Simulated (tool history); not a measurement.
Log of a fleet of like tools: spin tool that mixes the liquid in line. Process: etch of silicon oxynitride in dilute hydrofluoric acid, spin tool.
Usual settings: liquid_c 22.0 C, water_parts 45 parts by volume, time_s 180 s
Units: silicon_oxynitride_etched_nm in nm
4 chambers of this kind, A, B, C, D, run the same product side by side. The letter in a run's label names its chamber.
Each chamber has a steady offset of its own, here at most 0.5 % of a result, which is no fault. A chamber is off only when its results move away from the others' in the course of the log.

| run | hour | liquid_c | water_parts | time_s | hours since the thermometer was replaced | hours since the hydrofluoric acid flow meter was replaced | read-back film thickness of the silicon oxynitride reference wafer, read on the same gauge (nm) | silicon_oxynitride_etched_nm |
|---|---|---|---|---|---|---|---|---|
| 1C | 6.5 | 22.0 | 45 | 180 | 1065.5 | 642.0 | 80.018 | 12.713 |
| 2A | 12.5 | 22.0 | 45 | 180 | 391.3 | 247.8 | 79.965 | 12.747 |
| 3D | 18.5 | 22.0 | 45 | 180 | 1838.2 | 969.0 | 79.991 | 12.871 |
| 4B | 24.2 | 22.0 | 45 | 180 | 88.8 | 33.6 | 80.046 | 12.737 |
| 5B | 30.5 | 22.0 | 45 | 180 | 95.1 | 39.9 | 79.995 | 12.786 |
| 6C | 34.4 | 19.5 | 45 | 220 | 1093.4 | 669.9 | 79.968 | 13.801 |
| 7A | 41.5 | 19.5 | 45 | 220 | 420.3 | 276.8 | 80.001 | 13.704 |
| 8D | 47.8 | 19.5 | 45 | 220 | 1867.5 | 998.3 | 80.019 | 13.770 |
| 9B | 53.0 | 19.5 | 45 | 220 | 117.6 | 62.4 | 80.028 | 13.515 |
| 10D | 59.3 | 22.0 | 45 | 180 | 1879.0 | 1009.8 | 79.977 | 12.814 |
| 11A | 66.1 | 22.0 | 45 | 180 | 444.9 | 301.4 | 80.010 | 12.646 |
| 12C | 69.4 | 22.0 | 45 | 180 | 1128.4 | 704.9 | 79.977 | 12.742 |
| 13A | 76.4 | 22.0 | 45 | 180 | 455.2 | 311.7 | 80.009 | 12.686 |
| 14B | 80.7 | 22.0 | 45 | 180 | 145.3 | 90.1 | 79.991 | 12.709 |
| 15D | 86.4 | 22.0 | 45 | 180 | 1906.1 | 1036.9 | 79.947 | 12.909 |
| 16C | 90.8 | 22.0 | 45 | 180 | 1149.8 | 726.3 | 80.001 | 12.762 |
| 17C | 94.7 | 22.0 | 45 | 180 | 1153.7 | 730.2 | 79.988 | 12.611 |
| 18B | 101.1 | 22.0 | 45 | 180 | 165.7 | 110.5 | 80.052 | 12.621 |
| 19A | 107.6 | 25.5 | 45 | 235 | 486.4 | 342.9 | 80.023 | 19.573 |
| 20D | 113.9 | 25.5 | 45 | 235 | 1933.6 | 1064.4 | 79.990 | 20.291 |
| 21C | 119.6 | 25.5 | 45 | 235 | 1178.6 | 755.1 | 79.987 | 19.702 |
| 22D | 123.8 | 25.5 | 45 | 235 | 1943.5 | 1074.3 | 79.944 | 20.373 |
| 23A | 130.2 | 17.0 | 45 | 270 | 509.0 | 365.5 | 79.948 | 14.970 |
| 24B | 137.3 | 17.0 | 45 | 270 | 201.9 | 146.7 | 79.993 | 14.742 |
| 25C | 142.6 | 17.0 | 45 | 270 | 1201.6 | 778.1 | 79.987 | 14.879 |
| 26A | 149.8 | 17.0 | 45 | 270 | 528.6 | 385.1 | 79.986 | 14.843 |
| 27D | 155.4 | 22.0 | 45 | 180 | 1975.1 | 1105.9 | 79.984 | 13.348 |
| 28B | 162.0 | 22.0 | 45 | 180 | 226.6 | 171.4 | 79.985 | 12.630 |
| 29A | 168.0 | 22.0 | 45 | 180 | 546.8 | 403.3 | 79.991 | 12.629 |
| 30D | 173.5 | 22.0 | 45 | 180 | 1993.2 | 1124.0 | 79.995 | 13.388 |
| 31B | 180.1 | 22.0 | 45 | 180 | 244.7 | 189.5 | 80.033 | 12.830 |
| 32C | 186.0 | 22.0 | 45 | 180 | 1245.0 | 821.5 | 80.008 | 12.733 |
| 33A | 192.9 | 22.0 | 30 | 180 | 571.7 | 428.2 | 80.039 | 19.278 |

What goes on in this fleet: one chamber off, a drifting gauge, or nothing beyond the chambers' own small offsets? Name the chamber and the cause, if any.

Chamber D drifts away from the others.
Cause: liquid hotter than its thermometer reads (K) = 1.27.
The log may not tell that from: hydrofluoric acid flow above the setpoint (%).

Here are 4 candidates for chamber D's next run, each the usual settings with a change, their results left as question marks. Which one brings its results back in line with what the others give on the usual settings?
In line means no further than this from the other chambers' mean on the usual settings: silicon_oxynitride_etched_nm 0.300 nm
| 34D-1 | 198.3 | 22.0 | 45 | 185 |  |  |  | ? |
| 34D-2 | 198.3 | 22.0 | 45 | 175 |  |  |  | ? |
| 34D-3 | 198.3 | 20.5 | 45 | 180 |  |  |  | ? |
| 34D-4 | 198.3 | 23.5 | 45 | 180 |  |  |  | ? |

The other chambers' mean on the usual settings: silicon_oxynitride_etched_nm 12.750 nm
| run | silicon_oxynitride_etched_nm |
|---|---|
| 34D-1 | 13.963 |
| 34D-2 | 13.208 |
| 34D-3 | 12.607 |
| 34D-4 | 14.627 |
34D-3 brings the chamber back in line.
